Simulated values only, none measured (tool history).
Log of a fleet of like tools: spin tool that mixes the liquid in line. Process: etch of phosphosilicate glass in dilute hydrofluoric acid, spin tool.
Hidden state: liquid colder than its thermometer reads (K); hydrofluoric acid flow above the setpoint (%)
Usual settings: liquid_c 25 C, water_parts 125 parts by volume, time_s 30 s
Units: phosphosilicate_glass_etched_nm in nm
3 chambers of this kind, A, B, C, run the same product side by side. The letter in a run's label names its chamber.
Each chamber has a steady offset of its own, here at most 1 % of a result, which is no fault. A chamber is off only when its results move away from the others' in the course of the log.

run    day  liquid_c  water_parts  time_s  hours since the thermometer was replaced  hours since the hydrofluoric acid flow meter was replaced  read-back film thickness of the phosphosilicate glass reference wafer, read on the same gauge (nm)  phosphosilicate_glass_etched_nm
 1B  0.346        25          125      30                                       382                                                        166                                                                                              89.985                           20.233
 2A  0.583        25          125      30                                    1860.5                                                      720.4                                                                                               90.03                           19.979
 3C    0.8        25          125      30                                    2320.8                                                      323.6                                                                                              90.011                           20.118
 4C  0.996        25          125      30                                    2325.5                                                      328.3                                                                                              89.988                           20.119
 5A  1.258        25          125      30                                    1876.7                                                      736.6                                                                                              89.986                           20.172
 6B  1.471        25          125      30                                       409                                                        193                                                                                              89.982                            20.17
 7B    1.9        25          125      30                                     419.3                                                      203.3                                                                                              89.977                           20.373
 8A  2.188        25          125      30                                      1899                                                      758.9                                                                                                  90                           19.977
 9C  2.438        25          125      30                                    2360.1                                                      362.9                                                                                              90.009                           20.114
10B  2.821        25          125      30                                     441.4                                                      225.4                                                                                               90.02                           20.242
11A  3.079        25          125      30                                    1920.4                                                      780.3                                                                                              89.997                           19.933
12C  3.367        25          125      30                                    2382.4                                                      385.2                                                                                              89.964                           20.281
13B  3.696        25          125      30                                     462.4                                                      246.4                                                                                              90.001                           20.202
14A  4.004        25          125      30                                    1942.6                                                      802.5                                                                                              89.998                            19.92
15C  4.242        25           75      30                                    2403.4                                                      406.2                                                                                              89.972                           36.228
16C  4.567        25           75      30                                    2411.2                                                        414                                                                                               89.97                            36.47
17A  4.942        25           75      30                                    1965.1                                                        825                                                                                              90.011                           35.222
18B  5.158        25          125      30                                     497.5                                                      281.5                                                                                              90.015                           20.274
19B  5.508        25          165      15                                     505.9                                                      289.9                                                                                              89.988                           7.3424
20C  5.792        25          165      15                                    2440.6                                                      443.4                                                                                              90.008                           7.3217
21A  5.983        25          165      15                                    1990.1                                                        850                                                                                              90.001                           7.1104
22C  6.167        25          125      30                                    2449.6                                                      452.4                                                                                              89.998                             20.4
23B  6.442      29.5          125      30                                     528.3                                                      312.3                                                                                              90.007                           23.887
24A  6.783      29.5          125      30                                    2009.3                                                      869.2                                                                                              89.964                           23.439
25A  7.062      29.5          125      30                                      2016                                                      875.9                                                                                              90.025                           23.477
     7.392  -- chamber C: thermometer replaced
26C  7.471        25          125      30                                         2                                                      483.7                                                                                              89.989                           20.402
27B  7.854        25          125      30                                     562.2                                                      346.2                                                                                              90.009                           20.294
28B  8.188        25          125      30                                     570.2                                                      354.2                                                                                              90.002                           20.345

What goes on in this fleet: one chamber off, a drifting gauge, or nothing beyond the chambers' own small offsets? Name the chamber and the cause, if any.

Chamber A drifts away from the others.
Cause: liquid colder than its thermometer reads (K) = 0.774.
The log may not tell that from: hydrofluoric acid flow below the setpoint (%).

Here are 4 candidates for chamber A's next run, each the usual settings with a change, their results left as question marks. Which one brings its results back in line with what the others give on the usual settings?
In line means no further than this from the other chambers' mean on the usual settings: phosphosilicate_glass_etched_nm 0.28 nm
29A-1  8.492      25.5          125      30                                                                                                                                                                                                                                         ?
29A-2  8.492      24.5          125      30                                                                                                                                                                                                                                         ?
29A-3  8.492        24          125      30                                                                                                                                                                                                                                         ?
29A-4  8.492        26          125      30                                                                                                                                                                                                                                         ?

The other chambers' mean on the usual settings: phosphosilicate_glass_etched_nm 20.312 nm
  run  phosphosilicate_glass_etched_nm
29A-1                           19.893
29A-2                           19.128
29A-3                           18.751
29A-4                           20.288
29A-4 brings the chamber back in line.
